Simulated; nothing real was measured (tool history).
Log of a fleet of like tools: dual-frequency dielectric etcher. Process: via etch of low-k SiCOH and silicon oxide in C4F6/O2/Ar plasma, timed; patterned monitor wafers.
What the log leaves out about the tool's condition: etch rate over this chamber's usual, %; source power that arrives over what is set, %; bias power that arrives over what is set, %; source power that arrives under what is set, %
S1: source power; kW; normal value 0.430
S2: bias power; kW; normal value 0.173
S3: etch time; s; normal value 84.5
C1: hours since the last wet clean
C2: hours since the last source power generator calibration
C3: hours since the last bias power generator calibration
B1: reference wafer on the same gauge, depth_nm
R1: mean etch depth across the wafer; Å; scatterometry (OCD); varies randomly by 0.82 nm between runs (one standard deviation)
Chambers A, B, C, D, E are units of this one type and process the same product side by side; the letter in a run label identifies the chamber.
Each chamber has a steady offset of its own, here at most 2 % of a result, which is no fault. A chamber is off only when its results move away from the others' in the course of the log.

run,hour,S1,S2,S3,C1,C2,C3,B1,R1
1E,8.6,0.430,0.173,84.5,228.3,338.1,1043.6,221.96,2403.0
2A,15.9,0.430,0.173,84.5,136.0,3534.7,961.7,221.97,2380.0
3D,20.6,0.430,0.173,84.5,196.0,2578.1,642.6,221.98,2453.4
4C,24.6,0.430,0.173,84.5,214.9,754.2,3090.1,221.96,2415.0
5B,28.7,0.430,0.173,84.5,99.1,112.8,1429.8,221.88,2417.0
6B,34.5,0.430,0.173,84.5,104.9,118.6,1435.6,222.11,2429.0
7A,43.2,0.430,0.173,84.5,163.3,3562.0,989.0,221.82,2387.7
8C,50.1,0.430,0.173,84.5,240.4,779.7,3115.6,221.96,2417.4
9E,54.5,0.500,0.173,84.5,274.2,384.0,1089.5,222.00,2566.3
10D,58.4,0.500,0.173,84.5,233.8,2615.9,680.4,221.84,2591.7
11A,62.7,0.500,0.173,84.5,182.8,3581.5,1008.5,221.90,2531.8
12E,69.9,0.500,0.173,84.5,289.6,399.4,1104.9,222.12,2568.5
13B,76.2,0.500,0.173,84.5,146.6,160.3,1477.3,221.79,2572.1
14D,80.1,0.430,0.173,84.5,255.5,2637.6,702.1,221.96,2451.6
15C,85.4,0.370,0.173,84.5,275.7,815.0,3150.9,221.88,2279.3
16D,91.8,0.370,0.173,84.5,267.2,2649.3,713.8,221.97,2317.7
17C,96.2,0.370,0.173,84.5,286.5,825.8,3161.7,221.94,2299.9
18E,101.8,0.370,0.173,84.5,321.5,431.3,1136.8,221.90,2281.3
19A,108.2,0.370,0.173,84.5,228.3,3627.0,1054.0,222.09,2255.5
20B,113.9,0.430,0.173,84.5,184.3,198.0,1515.0,221.98,2422.4
21D,120.3,0.430,0.173,84.5,295.7,2677.8,742.3,222.01,2449.2
22B,126.0,0.430,0.173,84.5,196.4,210.1,1527.1,221.73,2427.6
23A,134.9,0.430,0.173,84.5,255.0,3653.7,1080.7,221.99,2385.3
24C,139.3,0.430,0.173,84.5,329.6,868.9,3204.8,221.95,2463.6
25E,143.9,0.430,0.173,84.5,363.6,473.4,1178.9,221.85,2414.8
26B,151.8,0.430,0.156,67.0,222.2,235.9,1552.9,221.91,1844.6
27E,157.5,0.430,0.156,67.0,377.2,487.0,1192.5,221.91,1852.5
28D,163.1,0.430,0.156,67.0,338.5,2720.6,785.1,222.04,1885.7
29A,167.1,0.430,0.156,67.0,287.2,3685.9,1112.9,221.94,1817.9
30C,174.8,0.430,0.156,67.0,365.1,904.4,3240.3,222.05,1883.3
31D,181.3,0.430,0.173,84.5,356.7,2738.8,803.3,221.94,2448.8
32E,185.7,0.430,0.173,84.5,405.4,515.2,1220.7,222.08,2433.3
33B,190.7,0.530,0.173,84.5,261.1,274.8,1591.8,221.93,2641.9
34A,199.4,0.530,0.173,84.5,319.5,3718.2,1145.2,222.05,2576.7
35C,205.9,0.530,0.173,84.5,396.2,935.5,3271.4,221.98,2680.6
36D,212.9,0.530,0.173,84.5,388.3,2770.4,834.9,221.89,2648.6
37B,219.7,0.530,0.173,84.5,290.1,303.8,1620.8,221.95,2637.1
38A,227.9,0.430,0.173,84.5,348.0,3746.7,1173.7,222.06,2376.8
39C,234.4,0.430,0.173,84.5,424.7,964.0,3299.9,222.20,2464.8
40E,240.4,0.430,0.173,84.5,460.1,569.9,1275.4,221.93,2413.7

Predict what each chamber gives when all 5 of them run the settings below next.
41A,246.8,0.430,0.173,73.0,,,,,?
41B,246.8,0.430,0.173,73.0,,,,,?
41C,246.8,0.430,0.173,73.0,,,,,?
41D,246.8,0.430,0.173,73.0,,,,,?
41E,246.8,0.430,0.173,73.0,,,,,?

run,R1
41A,2055.4
41B,2095.9
41C,2127.4
41D,2113.9
41E,2104.7
